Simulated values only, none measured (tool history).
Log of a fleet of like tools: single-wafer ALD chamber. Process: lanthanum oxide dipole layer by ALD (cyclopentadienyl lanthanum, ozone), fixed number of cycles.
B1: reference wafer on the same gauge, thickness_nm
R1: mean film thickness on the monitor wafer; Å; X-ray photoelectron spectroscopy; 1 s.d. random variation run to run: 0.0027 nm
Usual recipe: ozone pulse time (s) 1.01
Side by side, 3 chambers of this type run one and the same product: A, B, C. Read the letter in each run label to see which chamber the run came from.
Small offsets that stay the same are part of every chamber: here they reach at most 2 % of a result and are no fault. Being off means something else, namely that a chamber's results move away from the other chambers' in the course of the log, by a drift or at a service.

Run 1A, hour 7.4: usual settings; B1 0.43910. Result: R1 5.0919 Å.
Run 2C, hour 22.1: usual settings; B1 0.44008. Result: R1 4.9971 Å.
At hour 23.8: chamber B: ozone generator serviced.
Run 3B, hour 36.6: usual settings; B1 0.43956. Result: R1 5.0886 Å.
Run 4C, hour 50.4: usual settings; B1 0.43991. Result: R1 4.9724 Å.
Run 5B, hour 59.0: usual settings; B1 0.44022. Result: R1 5.0782 Å.
Run 6A, hour 70.6: usual settings; B1 0.43982. Result: R1 5.1211 Å.
Run 7B, hour 84.6: usual settings; B1 0.43974. Result: R1 5.0579 Å.
Run 8A, hour 93.4: usual settings; B1 0.44007. Result: R1 5.1054 Å.
Run 9C, hour 105.0: usual settings; B1 0.44018. Result: R1 4.9818 Å.
Run 10A, hour 113.5: usual settings; B1 0.43989. Result: R1 5.1225 Å.
Run 11C, hour 122.2: usual settings; B1 0.43985. Result: R1 4.9504 Å.
Run 12B, hour 136.6: usual settings but ozone pulse time (s) 1.27; B1 0.44045. Result: R1 5.3602 Å.
Run 13B, hour 145.1: usual settings but ozone pulse time (s) 1.27; B1 0.44001. Result: R1 5.4222 Å.
Run 14A, hour 152.5: usual settings but ozone pulse time (s) 1.27; B1 0.44030. Result: R1 5.4185 Å.
Run 15C, hour 166.0: usual settings but ozone pulse time (s) 0.80; B1 0.43980. Result: R1 4.6133 Å.
Run 16A, hour 173.0: usual settings but ozone pulse time (s) 0.80; B1 0.43965. Result: R1 4.6885 Å.
Run 17C, hour 186.2: usual settings but ozone pulse time (s) 0.80; B1 0.44016. Result: R1 4.6018 Å.
Run 18B, hour 197.4: usual settings but ozone pulse time (s) 0.87; B1 0.43999. Result: R1 4.8302 Å.
Run 19B, hour 209.5: usual settings but ozone pulse time (s) 0.87; B1 0.44031. Result: R1 4.8717 Å.
Run 20A, hour 223.9: usual settings but ozone pulse time (s) 0.87; B1 0.44071. Result: R1 4.8408 Å.
Run 21C, hour 237.0: usual settings; B1 0.43969. Result: R1 4.9777 Å.
Run 22B, hour 248.2: usual settings; B1 0.43988. Result: R1 5.0007 Å.
Run 23C, hour 261.5: usual settings; B1 0.43959. Result: R1 5.0126 Å.
Run 24A, hour 272.3: usual settings; B1 0.44016. Result: R1 5.1319 Å.
Run 25C, hour 279.0: usual settings; B1 0.44010. Result: R1 4.9766 Å.
Run 26B, hour 287.1: usual settings; B1 0.44053. Result: R1 5.1245 Å.
Run 27A, hour 297.7: usual settings but ozone pulse time (s) 1.20; B1 0.43949. Result: R1 5.3253 Å.
Run 28C, hour 312.3: usual settings but ozone pulse time (s) 1.20; B1 0.43930. Result: R1 5.2151 Å.
At hour 314.0: chamber A: ozone generator serviced.
Run 29B, hour 327.3: usual settings but ozone pulse time (s) 1.20; B1 0.44008. Result: R1 5.2951 Å.
Run 30A, hour 341.9: usual settings; B1 0.44035. Result: R1 5.0732 Å.
Run 31B, hour 353.9: usual settings; B1 0.44021. Result: R1 5.0868 Å.
Run 32A, hour 364.5: usual settings but ozone pulse time (s) 1.31; B1 0.43948. Result: R1 5.4118 Å.

What goes on in this fleet: one chamber off, a drifting gauge, or nothing beyond the chambers' own small offsets? Name the chamber and the cause, if any.

Beyond each chamber's small constant offset nothing stands out, and the gauge stays steady.
